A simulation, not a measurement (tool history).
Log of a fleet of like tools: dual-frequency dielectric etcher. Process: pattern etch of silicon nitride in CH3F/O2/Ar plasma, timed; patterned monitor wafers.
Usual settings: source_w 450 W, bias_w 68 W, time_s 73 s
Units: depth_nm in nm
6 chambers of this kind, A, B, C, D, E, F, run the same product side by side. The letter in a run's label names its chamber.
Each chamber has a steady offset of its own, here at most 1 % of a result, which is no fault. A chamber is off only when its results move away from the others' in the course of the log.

run	hour	source_w	bias_w	time_s	read-back reference wafer on the same gauge, depth_nm	depth_nm
1F	13.3	450	68	73	46.414	52.370
2D	24.0	450	68	73	46.379	52.798
3B	31.1	450	68	73	46.385	52.733
4C	40.9	450	68	73	46.360	52.128
5E	49.5	450	68	73	46.363	52.544
6A	61.7	450	68	73	46.373	52.232
7F	73.3	450	68	73	46.366	52.301
# hour 74.4: chamber B: wet clean of the chamber
8C	81.9	450	68	73	46.359	52.173
9A	88.6	450	68	73	46.332	52.128
10D	97.5	450	68	73	46.323	52.717
11B	107.3	450	68	73	46.325	52.760
12E	118.3	450	53	92	46.329	61.219
13B	125.3	450	53	92	46.324	61.366
14E	137.2	450	53	92	46.326	61.052
15A	145.2	450	53	92	46.320	60.521
16C	154.5	450	53	92	46.312	60.652
17F	164.8	450	53	92	46.304	60.813
18D	174.1	540	68	59	46.301	45.664
# hour 179.8: chamber A: bias power generator calibrated
# hour 181.3: chamber A: wet clean of the chamber
# hour 183.6: chamber E: wet clean of the chamber
19D	184.1	540	68	59	46.300	45.616
20E	194.7	540	68	59	46.289	45.512
21A	203.0	540	68	59	46.270	45.109
22B	213.6	540	68	59	46.283	45.600
23C	222.4	540	68	59	46.267	45.153
24F	230.8	450	68	73	46.247	52.111
25E	237.2	450	68	73	46.248	52.393
26F	247.8	450	68	73	46.246	52.135
27C	258.9	450	68	73	46.261	52.161
28D	265.2	450	68	73	46.231	52.625
# hour 273.4: chamber F: bias power generator calibrated
29A	275.8	450	68	73	46.224	52.046
30B	286.0	450	68	73	46.235	52.510
31E	294.5	450	68	73	46.231	52.406
32D	307.5	450	68	73	46.214	52.525
33F	319.4	450	68	73	46.195	52.152
34B	327.0	450	68	73	46.212	52.630
35C	335.3	450	68	73	46.198	51.945
36A	343.9	450	68	73	46.197	51.954
37C	352.1	450	68	73	46.196	52.187
38D	364.2	450	68	73	46.188	52.577
39F	376.3	450	68	73	46.164	52.130
40B	385.1	450	68	73	46.168	52.580
41A	392.4	450	68	73	46.159	51.833
42E	401.3	450	68	73	46.171	52.294
43B	407.5	450	68	73	46.170	52.407

What goes on in this fleet: one chamber off, a drifting gauge, or nothing beyond the chambers' own small offsets? Name the chamber and the cause, if any.

The gauge drifts, so all chambers seem to drift together. No chamber is off.
Cause: gauge reads low (%) = 0.528.

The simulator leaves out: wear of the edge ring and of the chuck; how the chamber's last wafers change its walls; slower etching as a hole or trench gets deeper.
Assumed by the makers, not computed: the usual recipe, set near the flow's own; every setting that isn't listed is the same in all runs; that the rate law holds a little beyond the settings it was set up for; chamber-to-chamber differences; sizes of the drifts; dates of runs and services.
